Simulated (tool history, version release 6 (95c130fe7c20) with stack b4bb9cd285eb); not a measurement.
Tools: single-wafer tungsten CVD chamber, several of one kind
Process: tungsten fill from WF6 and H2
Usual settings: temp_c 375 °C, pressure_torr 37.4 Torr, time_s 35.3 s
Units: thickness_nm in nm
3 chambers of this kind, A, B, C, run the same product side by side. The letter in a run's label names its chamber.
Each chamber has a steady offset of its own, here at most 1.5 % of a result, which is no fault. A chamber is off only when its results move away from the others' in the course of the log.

run	day	temp_c	pressure_torr	time_s	hours since the last thermocouple change	hours since the last manometer calibration	read-back reference wafer on the same gauge, thickness_nm	thickness_nm
1A	0.508	375	37.4	35.3	497.9	1258.8	72.995	69.747
2B	0.825	375	37.4	35.3	167.1	951.3	73.036	69.034
3C	1.308	375	37.4	35.3	219.3	271.3	72.995	68.699
4A	1.650	375	37.4	35.3	525.3	1286.2	72.982	69.298
5C	2.192	375	37.4	35.3	240.5	292.5	72.897	68.489
6B	2.538	375	37.4	35.3	208.2	992.4	73.011	69.363
7C	3.121	375	37.4	35.3	262.8	314.8	73.001	68.688
8B	3.762	375	37.4	35.3	237.6	1021.8	73.088	68.768
9A	4.175	375	37.4	35.3	585.9	1346.8	73.052	69.173
10B	4.579	375	37.4	35.3	257.2	1041.4	72.977	69.083
11A	4.925	375	37.4	35.3	603.9	1364.8	73.065	69.996
12C	5.467	375	37.4	35.3	319.1	371.1	73.043	68.547
13B	5.792	375	37.4	35.3	286.3	1070.5	72.905	68.543
14A	6.200	386	37.4	38.7	634.5	1395.4	73.016	96.552
15C	6.667	386	37.4	38.7	347.9	399.9	73.064	94.042
16C	7.312	386	37.4	38.7	363.4	415.4	73.048	93.537
17B	7.683	375	37.4	35.3	331.7	1115.9	72.972	68.673
18A	8.283	375	37.4	35.3	684.5	1445.4	72.983	70.460
19C	8.904	375	37.4	35.3	401.6	453.6	72.991	68.312
20B	9.392	375	37.4	35.3	372.7	1156.9	73.009	68.748
21A	9.800	375	37.4	35.3	720.9	1481.8	73.021	71.237
22A	10.117	375	37.4	35.3	728.5	1489.4	72.981	71.227
23B	10.450	375	37.4	35.3	398.1	1182.3	73.006	69.295
24C	10.883	375	37.4	35.3	449.1	501.1	73.080	68.575
25A	11.167	386	34.3	35.3	753.7	1514.6	72.924	85.788
26C	11.550	386	34.3	35.3	465.1	517.1	73.049	82.111
27B	12.033	386	34.3	35.3	436.1	1220.3	72.900	82.509
28A	12.450	375	37.4	35.3	784.5	1545.4	73.003	72.139
29B	12.838	375	37.4	35.3	455.4	1239.6	72.952	68.763
30C	13.308	375	37.4	35.3	507.3	559.3	73.000	68.492
31A	13.950	375	37.4	35.3	820.5	1581.4	73.001	71.595
32C	14.404	375	37.4	35.3	533.6	585.6	73.017	69.477
33B	14.912	375	37.4	33.1	505.2	1289.4	73.043	65.039
34B	15.533	375	37.4	33.1	520.1	1304.3	72.960	64.690
35A	16.050	375	37.4	33.1	870.9	1631.8	73.111	68.176
36C	16.650	375	37.4	35.3	587.5	639.5	72.946	68.570
37C	17.217	375	37.4	35.3	601.1	653.1	73.022	68.220
38A	17.762	375	37.4	35.3	912.0	1672.9	72.917	72.774
39B	18.154	375	37.4	35.3	583.0	1367.2	73.038	69.369
40B	18.729	364	29.2	35.3	596.8	1381.0	72.922	49.157

What goes on in this fleet: one chamber off, a drifting gauge, or nothing beyond the chambers' own small offsets? Name the chamber and the cause, if any.

Chamber A drifts away from the others.
Cause: wafer temperature above the value expected at the setpoint (K) = 2.56.

Here are 4 candidates for chamber A's next run, each the usual settings with a change, their results left as question marks. Which one brings its results back in line with what the others give on the usual settings?
In line means no further than this from the other chambers' mean on the usual settings: thickness_nm 1.100 nm
41A-1	19.188	375	42.5	35.3				?
41A-2	19.188	373	36.9	34.7				?
41A-3	19.188	370	37.4	35.3				?
41A-4	19.188	378	38.1	36.3				?

The other chambers' mean on the usual settings: thickness_nm 68.795 nm
run	thickness_nm
41A-1	78.130
41A-2	68.991
41A-3	66.350
41A-4	81.208
41A-2 brings the chamber back in line.

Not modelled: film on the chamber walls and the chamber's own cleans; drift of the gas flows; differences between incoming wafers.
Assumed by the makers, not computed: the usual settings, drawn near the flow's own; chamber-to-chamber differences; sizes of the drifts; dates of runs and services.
